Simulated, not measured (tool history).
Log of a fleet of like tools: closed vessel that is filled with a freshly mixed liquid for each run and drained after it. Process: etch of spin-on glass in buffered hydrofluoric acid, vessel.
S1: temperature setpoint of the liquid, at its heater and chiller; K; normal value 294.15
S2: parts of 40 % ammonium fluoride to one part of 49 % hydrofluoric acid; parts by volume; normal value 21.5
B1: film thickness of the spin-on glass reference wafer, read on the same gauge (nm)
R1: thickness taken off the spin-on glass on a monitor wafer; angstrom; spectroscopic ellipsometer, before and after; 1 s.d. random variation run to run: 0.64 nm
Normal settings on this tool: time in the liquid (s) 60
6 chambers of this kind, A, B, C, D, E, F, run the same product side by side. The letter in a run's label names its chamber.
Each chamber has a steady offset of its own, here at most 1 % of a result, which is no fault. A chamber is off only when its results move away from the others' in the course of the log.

run 1D hour=3.8 | S1=294.15 S2=21.5 time_in_the_liquid_(s)=60 | B1=90.018 | R1=645.5
run 2A hour=6.9 | S1=294.15 S2=21.5 time_in_the_liquid_(s)=60 | B1=89.976 | R1=643.91
run 3E hour=8.9 | S1=294.15 S2=21.5 time_in_the_liquid_(s)=60 | B1=89.988 | R1=649.28
run 4B hour=11.8 | S1=294.15 S2=21.5 time_in_the_liquid_(s)=60 | B1=90.019 | R1=649.77
run 5C hour=14 | S1=294.15 S2=21.5 time_in_the_liquid_(s)=60 | B1=90.002 | R1=645.68
run 6F hour=18.1 | S1=294.15 S2=21.5 time_in_the_liquid_(s)=60 | B1=89.953 | R1=642.95
run 7D hour=20.6 | S1=294.15 S2=21.5 time_in_the_liquid_(s)=60 | B1=90.004 | R1=646.62
run 8B hour=23.7 | S1=294.15 S2=21.5 time_in_the_liquid_(s)=60 | B1=90.015 | R1=661.05
run 9E hour=26.2 | S1=294.15 S2=21.5 time_in_the_liquid_(s)=60 | B1=89.994 | R1=642.84
run 10C hour=29.2 | S1=294.15 S2=21.5 time_in_the_liquid_(s)=60 | B1=90.019 | R1=638.6
run 11F hour=32.8 | S1=294.15 S2=21.5 time_in_the_liquid_(s)=60 | B1=89.999 | R1=637.48
run 12A hour=34.8 | S1=294.15 S2=21.5 time_in_the_liquid_(s)=60 | B1=89.989 | R1=653.43
run 13C hour=38.6 | S1=294.15 S2=21.5 time_in_the_liquid_(s)=60 | B1=89.973 | R1=645.64
run 14B hour=42.4 | S1=294.15 S2=21.5 time_in_the_liquid_(s)=60 | B1=89.975 | R1=653.62
run 15E hour=46.1 | S1=294.15 S2=21.5 time_in_the_liquid_(s)=60 | B1=90.032 | R1=656.56
run 16D hour=48.7 | S1=294.15 S2=21.5 time_in_the_liquid_(s)=60 | B1=89.965 | R1=654.38
run 17A hour=52.1 | S1=294.15 S2=21.5 time_in_the_liquid_(s)=60 | B1=90.003 | R1=646.33
run 18F hour=55.4 | S1=294.15 S2=21.5 time_in_the_liquid_(s)=60 | B1=89.97 | R1=643.5
run 19A hour=59.2 | S1=294.15 S2=21.5 time_in_the_liquid_(s)=60 | B1=89.999 | R1=642.74
run 20C hour=61.2 | S1=294.15 S2=15.5 time_in_the_liquid_(s)=90 | B1=89.97 | R1=1296.5
run 21B hour=65.4 | S1=294.15 S2=15.5 time_in_the_liquid_(s)=90 | B1=90 | R1=1359.1
run 22D hour=68.2 | S1=294.15 S2=15.5 time_in_the_liquid_(s)=90 | B1=90.001 | R1=1311.4
run 23F hour=70.4 | S1=294.15 S2=15.5 time_in_the_liquid_(s)=90 | B1=90.019 | R1=1337.6
run 24E hour=74.2 | S1=294.15 S2=15.5 time_in_the_liquid_(s)=90 | B1=90.012 | R1=1326.5
run 25A hour=76.4 | S1=294.15 S2=15.5 time_in_the_liquid_(s)=90 | B1=90.026 | R1=1293.8
run 26B hour=80.3 | S1=294.15 S2=21.5 time_in_the_liquid_(s)=60 | B1=89.986 | R1=660.35
run 27C hour=83 | S1=294.15 S2=21.5 time_in_the_liquid_(s)=60 | B1=89.988 | R1=646.3
run 28E hour=84.8 | S1=294.15 S2=21.5 time_in_the_liquid_(s)=60 | B1=90.002 | R1=639.11
run 29F hour=87.2 | S1=294.15 S2=21.5 time_in_the_liquid_(s)=60 | B1=90.002 | R1=654.03
run 30D hour=89.8 | S1=294.15 S2=21.5 time_in_the_liquid_(s)=60 | B1=89.993 | R1=646.83
run 31C hour=92.4 | S1=294.15 S2=15 time_in_the_liquid_(s)=90 | B1=89.996 | R1=1334.2
run 32B hour=95 | S1=294.15 S2=15 time_in_the_liquid_(s)=90 | B1=89.976 | R1=1412
run 33F hour=96.9 | S1=294.15 S2=15 time_in_the_liquid_(s)=90 | B1=89.997 | R1=1347.4
run 34D hour=99.2 | S1=294.15 S2=15 time_in_the_liquid_(s)=90 | B1=90.026 | R1=1385.2
run 35E hour=103.3 | S1=294.15 S2=15 time_in_the_liquid_(s)=90 | B1=90.012 | R1=1352.3
run 36A hour=106.7 | S1=294.15 S2=15 time_in_the_liquid_(s)=90 | B1=90.009 | R1=1341.5
run 37C hour=108.7 | S1=294.15 S2=21.5 time_in_the_liquid_(s)=60 | B1=89.991 | R1=641.31
run 38D hour=110.7 | S1=294.15 S2=21.5 time_in_the_liquid_(s)=60 | B1=89.993 | R1=658.37
run 39B hour=113 | S1=294.15 S2=21.5 time_in_the_liquid_(s)=60 | B1=90.005 | R1=690.31
run 40F hour=114.8 | S1=294.15 S2=21.5 time_in_the_liquid_(s)=60 | B1=89.995 | R1=657.74
run 41A hour=118.7 | S1=294.15 S2=21.5 time_in_the_liquid_(s)=60 | B1=90.022 | R1=647.01
run 42E hour=121.7 | S1=294.15 S2=21.5 time_in_the_liquid_(s)=60 | B1=89.986 | R1=647.77
run 43F hour=124.6 | S1=294.15 S2=21.5 time_in_the_liquid_(s)=60 | B1=89.975 | R1=647.44

Does one chamber stand apart from the rest, does the shared gauge drift, or is all well apart from small per-chamber offsets? Give the chamber and the most likely cause, where there is one.

Little by little, chamber B moves away from the other chambers.
Likeliest cause: liquid hotter than its thermometer reads (K) = 1.11.
With only this log, it may be confused with: hydrofluoric acid flow above the setpoint (%).

Below are 4 candidate recipes for chamber B's next run, each the usual settings with a change, their results shown as question marks. Which of them brings B's results back in line with what the other chambers give on the usual settings?
Counts as in line when no further than this from what the other chambers average on the usual settings: R1 22 angstrom
run 44B-1 hour=127.6 | S1=296.65 S2=21.5 time_in_the_liquid_(s)=60 | R1=?
run 44B-2 hour=127.6 | S1=295.65 S2=21.5 time_in_the_liquid_(s)=60 | R1=?
run 44B-3 hour=127.6 | S1=294.15 S2=23.5 time_in_the_liquid_(s)=60 | R1=?
run 44B-4 hour=127.6 | S1=293.65 S2=22 time_in_the_liquid_(s)=55 | R1=?

The other chambers' mean on the usual settings: R1 645.62 angstrom
run=44B-1 R1=792.6
run=44B-2 R1=750.78
run=44B-3 R1=651.32
run=44B-4 R1=607.67
Change 44B-3 lands the chamber within the allowed miss of the other chambers.
